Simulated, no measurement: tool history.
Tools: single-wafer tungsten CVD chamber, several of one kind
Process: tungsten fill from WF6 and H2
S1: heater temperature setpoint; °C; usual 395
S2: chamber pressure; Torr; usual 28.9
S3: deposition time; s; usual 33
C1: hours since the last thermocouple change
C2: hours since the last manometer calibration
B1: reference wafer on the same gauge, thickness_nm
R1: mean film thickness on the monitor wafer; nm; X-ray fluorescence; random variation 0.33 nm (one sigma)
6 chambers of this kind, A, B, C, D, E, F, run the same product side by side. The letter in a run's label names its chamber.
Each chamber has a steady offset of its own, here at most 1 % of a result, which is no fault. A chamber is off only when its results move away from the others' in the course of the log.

run	hour	S1	S2	S3	C1	C2	B1	R1
1B	3.3	395	28.9	33	74	1159.4	73.494	86.184
2C	5.6	395	28.9	33	381.1	364.2	73.574	86.276
3A	7.7	395	28.9	33	846.4	878.5	73.486	86.223
4D	10.3	395	28.9	33	643.4	965.9	73.47	86.07
5E	14.2	395	28.9	33	53.1	952.6	73.541	85.877
6F	16.6	395	28.9	33	1880.6	125.9	73.466	86.464
7D	20.8	395	28.9	33	653.9	976.4	73.494	86.108
8A	22.9	395	28.9	33	861.6	893.7	73.536	85.704
9C	25.2	395	25.7	33	400.7	383.8	73.542	81.284
10E	29.5	395	25.7	33	68.4	967.9	73.457	80.7
11B	31.6	395	25.7	33	102.3	1187.7	73.543	80.785
12F	34	395	25.7	33	1898	143.3	73.514	81.83
13C	38.2	395	25.7	33	413.7	396.8	73.543	81.256
14B	40.9	395	25.7	33	111.6	1197	73.427	81.792
15F	44.2	395	28.9	33	1908.2	153.5	73.477	86.227
16D	48.5	395	28.9	33	681.6	1004.1	73.493	86.071
17A	52.5	395	28.9	33	891.2	923.3	73.502	86.276
18E	56.8	390	28.9	28.5	95.7	995.2	73.469	67.357
19B	58.6	390	28.9	28.5	129.3	1214.7	73.468	67.176
20E	62.3	390	28.9	28.5	101.2	1000.7	73.498	67.191
21F	64.7	390	28.9	28.5	1928.7	174	73.55	67.377
22D	68.3	390	28.9	28.5	701.4	1023.9	73.473	67.296
23C	70.6	390	28.9	28.5	446.1	429.2	73.449	67.353
24A	74.9	395	28.9	33	913.6	945.7	73.502	86.36
25B	77.4	395	32.2	30.6	148.1	1233.5	73.517	83.38
26F	80.6	395	32.2	30.6	1944.6	189.9	73.489	84.113
27C	82.4	395	32.2	30.6	457.9	441	73.518	83.651
28D	85	395	32.2	30.6	718.1	1040.6	73.5	84.006
29A	87.7	395	32.2	30.6	926.4	958.5	73.475	84.005
30E	91.2	395	32.2	30.6	130.1	1029.6	73.424	83.801
31F	94.8	395	28.9	33	1958.8	204.1	73.516	86.148
32E	97.3	395	28.9	33	136.2	1035.7	73.402	85.212
33A	100.2	395	28.9	31	938.9	971	73.452	80.98
34B	103.2	395	28.9	31	173.9	1259.3	73.461	80.4
35C	105.6	395	28.9	31	481.1	464.2	73.52	80.725
36D	107.6	395	28.9	31	740.7	1063.2	73.533	81.061
37E	111.4	395	28.9	31	150.3	1049.8	73.517	80.511
38D	115.3	395	28.9	31	748.4	1070.9	73.433	80.677
39B	119.3	395	28.9	33	190	1275.4	73.5	85.982
40A	121.8	395	28.9	33	960.5	992.6	73.563	86.153

All 6 chambers run these settings next. Forecast each chamber's results:
41A	124.9	395	28.9	33				?
41B	124.9	395	28.9	33				?
41C	124.9	395	28.9	33				?
41D	124.9	395	28.9	33				?
41E	124.9	395	28.9	33				?
41F	124.9	395	28.9	33				?

run	R1
41A	86.154
41B	86.195
41C	86.462
41D	86.489
41E	85.375
41F	86.332
